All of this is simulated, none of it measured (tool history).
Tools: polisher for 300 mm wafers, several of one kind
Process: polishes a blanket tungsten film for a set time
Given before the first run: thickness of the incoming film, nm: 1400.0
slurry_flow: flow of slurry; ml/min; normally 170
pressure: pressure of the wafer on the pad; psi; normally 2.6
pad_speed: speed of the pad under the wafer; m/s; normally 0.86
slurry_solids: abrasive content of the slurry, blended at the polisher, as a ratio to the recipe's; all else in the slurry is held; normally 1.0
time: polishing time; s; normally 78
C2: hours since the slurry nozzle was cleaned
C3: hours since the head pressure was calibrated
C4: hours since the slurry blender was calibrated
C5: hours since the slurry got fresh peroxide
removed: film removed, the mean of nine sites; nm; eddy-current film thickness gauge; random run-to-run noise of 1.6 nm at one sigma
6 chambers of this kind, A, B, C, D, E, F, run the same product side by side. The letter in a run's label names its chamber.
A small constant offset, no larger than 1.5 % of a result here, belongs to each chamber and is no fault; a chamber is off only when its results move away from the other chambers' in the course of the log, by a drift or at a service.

run 1B day=0.212 | slurry_flow=170 pressure=2.6 pad_speed=0.86 slurry_solids=1.0 time=78 | wafers_polished_on_this_pad=868 C2=374.2 C3=670.5 C4=170.5 C5=178.3 | removed=184.99
-- day=0.296 chamber B: worn pad replaced by a new one
-- day=0.383 chamber C: slurry blender recalibrated
run 2F day=0.508 | slurry_flow=170 pressure=2.6 pad_speed=0.86 slurry_solids=1.0 time=78 | wafers_polished_on_this_pad=467 C2=14.6 C3=293.6 C4=301.3 C5=61.2 | removed=185.48
-- day=0.650 chamber B: slurry tank refilled with fresh slurry and peroxide
-- day=0.821 chamber F: worn pad replaced by a new one
run 3E day=0.908 | slurry_flow=170 pressure=2.6 pad_speed=0.86 slurry_solids=1.0 time=78 | wafers_polished_on_this_pad=542 C2=331.7 C3=229.4 C4=216.6 C5=149.5 | removed=183.85
run 4C day=1.175 | slurry_flow=170 pressure=2.6 pad_speed=0.86 slurry_solids=1.0 time=78 | wafers_polished_on_this_pad=1272 C2=214.5 C3=390.7 C4=19.0 C5=51.9 | removed=189.00
-- day=1.333 chamber F: slurry tank refilled with fresh slurry and peroxide
-- day=1.529 chamber D: slurry tank refilled with fresh slurry and peroxide
run 5A day=1.550 | slurry_flow=170 pressure=2.6 pad_speed=0.86 slurry_solids=1.0 time=78 | wafers_polished_on_this_pad=1002 C2=397.6 C3=475.6 C4=107.2 C5=107.3 | removed=185.31
-- day=1.938 chamber F: slurry blender recalibrated
-- day=1.938 chamber B: slurry blender recalibrated
-- day=1.946 chamber A: worn pad replaced by a new one
run 6D day=1.958 | slurry_flow=170 pressure=2.6 pad_speed=0.86 slurry_solids=1.0 time=78 | wafers_polished_on_this_pad=751 C2=640.9 C3=478.2 C4=203.2 C5=10.3 | removed=186.39
run 7A day=2.158 | slurry_flow=170 pressure=2.6 pad_speed=0.86 slurry_solids=1.0 time=78 | wafers_polished_on_this_pad=50 C2=412.2 C3=490.2 C4=121.8 C5=121.9 | removed=186.16
-- day=2.171 chamber C: worn pad replaced by a new one
-- day=2.517 chamber E: slurry tank refilled with fresh slurry and peroxide
run 8F day=2.517 | slurry_flow=170 pressure=2.6 pad_speed=0.86 slurry_solids=1.0 time=78 | wafers_polished_on_this_pad=397 C2=62.8 C3=341.8 C4=14.0 C5=28.4 | removed=184.55
-- day=2.621 chamber A: slurry blender recalibrated
-- day=2.842 chamber C: slurry tank refilled with fresh slurry and peroxide
run 9C day=2.938 | slurry_flow=170 pressure=2.6 pad_speed=0.60 slurry_solids=1.0 time=78 | wafers_polished_on_this_pad=179 C2=256.8 C3=433.0 C4=61.3 C5=2.3 | removed=128.93
-- day=3.129 chamber F: worn pad replaced by a new one
run 10E day=3.312 | slurry_flow=170 pressure=2.6 pad_speed=0.60 slurry_solids=1.0 time=78 | wafers_polished_on_this_pad=1105 C2=389.4 C3=287.1 C4=274.3 C5=19.2 | removed=129.17
-- day=3.408 chamber A: slurry tank refilled with fresh slurry and peroxide
run 11B day=3.683 | slurry_flow=170 pressure=2.6 pad_speed=0.60 slurry_solids=1.0 time=78 | wafers_polished_on_this_pad=792 C2=457.5 C3=753.8 C4=42.0 C5=72.9 | removed=130.02
-- day=3.733 chamber B: worn pad replaced by a new one
-- day=3.804 chamber E: worn pad replaced by a new one
run 12D day=3.938 | slurry_flow=170 pressure=2.6 pad_speed=0.60 slurry_solids=1.0 time=78 | wafers_polished_on_this_pad=1214 C2=688.4 C3=525.7 C4=250.7 C5=57.8 | removed=127.81
run 13E day=4.196 | slurry_flow=170 pressure=2.6 pad_speed=0.60 slurry_solids=1.0 time=78 | wafers_polished_on_this_pad=91 C2=410.6 C3=308.3 C4=295.5 C5=40.4 | removed=129.73
run 14B day=4.471 | slurry_flow=170 pressure=2.6 pad_speed=0.60 slurry_solids=1.0 time=78 | wafers_polished_on_this_pad=173 C2=476.4 C3=772.7 C4=60.9 C5=91.8 | removed=126.04
-- day=4.546 chamber D: slurry tank refilled with fresh slurry and peroxide
-- day=4.604 chamber E: slurry blender recalibrated
run 15F day=4.746 | slurry_flow=170 pressure=2.6 pad_speed=0.86 slurry_solids=1.0 time=78 | wafers_polished_on_this_pad=378 C2=116.3 C3=395.3 C4=67.5 C5=81.9 | removed=184.45
-- day=4.929 chamber F: slurry tank refilled with fresh slurry and peroxide
run 16A day=5.171 | slurry_flow=170 pressure=2.6 pad_speed=0.86 slurry_solids=1.0 time=78 | wafers_polished_on_this_pad=755 C2=484.5 C3=562.5 C4=61.3 C5=42.3 | removed=185.24
run 17C day=5.550 | slurry_flow=170 pressure=2.6 pad_speed=0.86 slurry_solids=1.0 time=78 | wafers_polished_on_this_pad=790 C2=319.5 C3=495.7 C4=124.0 C5=65.0 | removed=186.19
run 18D day=5.775 | slurry_flow=170 pressure=2.6 pad_speed=0.86 slurry_solids=1.0 time=78 | wafers_polished_on_this_pad=1644 C2=732.5 C3=569.8 C4=294.8 C5=29.6 | removed=179.05
-- day=5.808 chamber E: slurry nozzle cleaned
-- day=6.025 chamber F: worn pad replaced by a new one
-- day=6.125 chamber D: slurry nozzle cleaned
run 19F day=6.154 | slurry_flow=170 pressure=2.6 pad_speed=0.86 slurry_solids=1.0 time=78 | wafers_polished_on_this_pad=30 C2=150.1 C3=429.1 C4=101.3 C5=29.5 | removed=182.51
run 20D day=6.425 | slurry_flow=170 pressure=2.6 pad_speed=0.86 slurry_solids=1.0 time=78 | wafers_polished_on_this_pad=1796 C2=7.3 C3=585.4 C4=310.4 C5=45.2 | removed=176.87
-- day=6.588 chamber C: slurry tank refilled with fresh slurry and peroxide
run 21C day=6.812 | slurry_flow=170 pressure=2.6 pad_speed=0.86 slurry_solids=1.0 time=78 | wafers_polished_on_this_pad=1086 C2=349.8 C3=526.0 C4=154.3 C5=5.5 | removed=188.73
-- day=6.908 chamber A: worn pad replaced by a new one
-- day=6.921 chamber B: slurry tank refilled with fresh slurry and peroxide
run 22B day=7.238 | slurry_flow=170 pressure=2.6 pad_speed=0.86 slurry_solids=1.0 time=78 | wafers_polished_on_this_pad=820 C2=542.8 C3=839.1 C4=127.3 C5=7.7 | removed=187.51
-- day=7.629 chamber D: slurry tank refilled with fresh slurry and peroxide
run 23E day=7.650 | slurry_flow=170 pressure=2.6 pad_speed=0.86 slurry_solids=1.0 time=78 | wafers_polished_on_this_pad=900 C2=44.2 C3=391.2 C4=73.2 C5=123.3 | removed=184.65
run 24A day=8.088 | slurry_flow=170 pressure=3.2 pad_speed=0.86 slurry_solids=1.0 time=78 | wafers_polished_on_this_pad=275 C2=554.5 C3=632.5 C4=131.3 C5=112.3 | removed=230.42
-- day=8.096 chamber C: worn pad replaced by a new one
-- day=8.125 chamber A: slurry blender recalibrated
-- day=8.217 chamber B: worn pad replaced by a new one
run 25F day=8.379 | slurry_flow=170 pressure=3.2 pad_speed=0.86 slurry_solids=1.0 time=78 | wafers_polished_on_this_pad=551 C2=203.5 C3=482.5 C4=154.7 C5=82.9 | removed=228.37
-- day=8.412 chamber F: slurry tank refilled with fresh slurry and peroxide
-- day=8.462 chamber F: worn pad replaced by a new one
run 26E day=8.708 | slurry_flow=170 pressure=3.2 pad_speed=0.86 slurry_solids=1.0 time=78 | wafers_polished_on_this_pad=1147 C2=69.6 C3=416.6 C4=98.6 C5=148.7 | removed=225.42
-- day=8.817 chamber E: worn pad replaced by a new one
run 27D day=8.925 | slurry_flow=170 pressure=3.2 pad_speed=0.86 slurry_solids=1.0 time=78 | wafers_polished_on_this_pad=2381 C2=67.3 C3=645.4 C4=370.4 C5=31.1 | removed=213.62
-- day=9.133 chamber B: slurry nozzle cleaned
run 28A day=9.354 | slurry_flow=170 pressure=3.2 pad_speed=0.86 slurry_solids=1.0 time=78 | wafers_polished_on_this_pad=572 C2=584.9 C3=662.9 C4=29.5 C5=142.7 | removed=226.44
run 29C day=9.542 | slurry_flow=170 pressure=3.2 pad_speed=0.86 slurry_solids=1.0 time=78 | wafers_polished_on_this_pad=339 C2=415.3 C3=591.5 C4=219.8 C5=71.0 | removed=227.69
-- day=9.846 chamber E: slurry tank refilled with fresh slurry and peroxide
run 30B day=9.912 | slurry_flow=170 pressure=2.6 pad_speed=0.86 slurry_solids=1.0 time=78 | wafers_polished_on_this_pad=397 C2=18.8 C3=903.3 C4=191.5 C5=71.9 | removed=183.81
-- day=9.967 chamber D: slurry blender recalibrated
-- day=10.112 chamber C: slurry tank refilled with fresh slurry and peroxide
run 31E day=10.292 | slurry_flow=170 pressure=2.6 pad_speed=0.86 slurry_solids=1.0 time=78 | wafers_polished_on_this_pad=346 C2=107.6 C3=454.6 C4=136.6 C5=10.7 | removed=184.70
-- day=10.396 chamber B: slurry blender recalibrated
run 32B day=10.575 | slurry_flow=170 pressure=2.6 pad_speed=0.86 slurry_solids=1.0 time=78 | wafers_polished_on_this_pad=552 C2=34.7 C3=919.2 C4=4.3 C5=87.8 | removed=186.82
-- day=10.608 chamber A: slurry tank refilled with fresh slurry and peroxide
run 33C day=10.829 | slurry_flow=170 pressure=2.6 pad_speed=0.86 slurry_solids=1.0 time=78 | wafers_polished_on_this_pad=640 C2=446.2 C3=622.4 C4=250.7 C5=17.2 | removed=185.51
-- day=11.008 chamber D: slurry tank refilled with fresh slurry and peroxide
-- day=11.154 chamber F: worn pad replaced by a new one
run 34F day=11.254 | slurry_flow=170 pressure=2.6 pad_speed=0.86 slurry_solids=1.0 time=78 | wafers_polished_on_this_pad=23 C2=272.5 C3=551.5 C4=223.7 C5=68.2 | removed=184.36
-- day=11.388 chamber A: worn pad replaced by a new one
run 35A day=11.442 | slurry_flow=170 pressure=2.6 pad_speed=0.98 slurry_solids=1.2 time=78 | wafers_polished_on_this_pad=13 C2=635.0 C3=713.0 C4=79.6 C5=20.1 | removed=221.81
run 36D day=11.662 | slurry_flow=170 pressure=2.6 pad_speed=0.98 slurry_solids=1.2 time=78 | wafers_polished_on_this_pad=3022 C2=133.0 C3=711.1 C4=40.8 C5=15.8 | removed=202.33
-- day=11.712 chamber F: slurry nozzle cleaned
-- day=11.767 chamber F: slurry tank refilled with fresh slurry and peroxide
-- day=11.929 chamber B: worn pad replaced by a new one
run 37F day=11.958 | slurry_flow=170 pressure=2.6 pad_speed=0.98 slurry_solids=1.2 time=78 | wafers_polished_on_this_pad=188 C2=5.9 C3=568.4 C4=240.6 C5=4.6 | removed=218.44
run 38D day=12.383 | slurry_flow=170 pressure=2.6 pad_speed=0.98 slurry_solids=1.2 time=78 | wafers_polished_on_this_pad=3190 C2=150.3 C3=728.4 C4=58.1 C5=33.1 | removed=201.48
run 39B day=12.679 | slurry_flow=170 pressure=2.6 pad_speed=0.98 slurry_solids=1.2 time=78 | wafers_polished_on_this_pad=176 C2=85.2 C3=969.7 C4=54.8 C5=138.3 | removed=214.69

All 6 chambers run these settings next. Forecast each chamber's results:
run 40A day=12.996 | slurry_flow=170 pressure=2.9 pad_speed=0.86 slurry_solids=1.0 time=78 | removed=?
run 40B day=12.996 | slurry_flow=170 pressure=2.9 pad_speed=0.86 slurry_solids=1.0 time=78 | removed=?
run 40C day=12.996 | slurry_flow=170 pressure=2.9 pad_speed=0.86 slurry_solids=1.0 time=78 | removed=?
run 40D day=12.996 | slurry_flow=170 pressure=2.9 pad_speed=0.86 slurry_solids=1.0 time=78 | removed=?
run 40E day=12.996 | slurry_flow=170 pressure=2.9 pad_speed=0.86 slurry_solids=1.0 time=78 | removed=?
run 40F day=12.996 | slurry_flow=170 pressure=2.9 pad_speed=0.86 slurry_solids=1.0 time=78 | removed=?

run=40A removed=207.83
run=40B removed=206.27
run=40C removed=207.09
run=40D removed=186.54
run=40E removed=206.99
run=40F removed=204.05

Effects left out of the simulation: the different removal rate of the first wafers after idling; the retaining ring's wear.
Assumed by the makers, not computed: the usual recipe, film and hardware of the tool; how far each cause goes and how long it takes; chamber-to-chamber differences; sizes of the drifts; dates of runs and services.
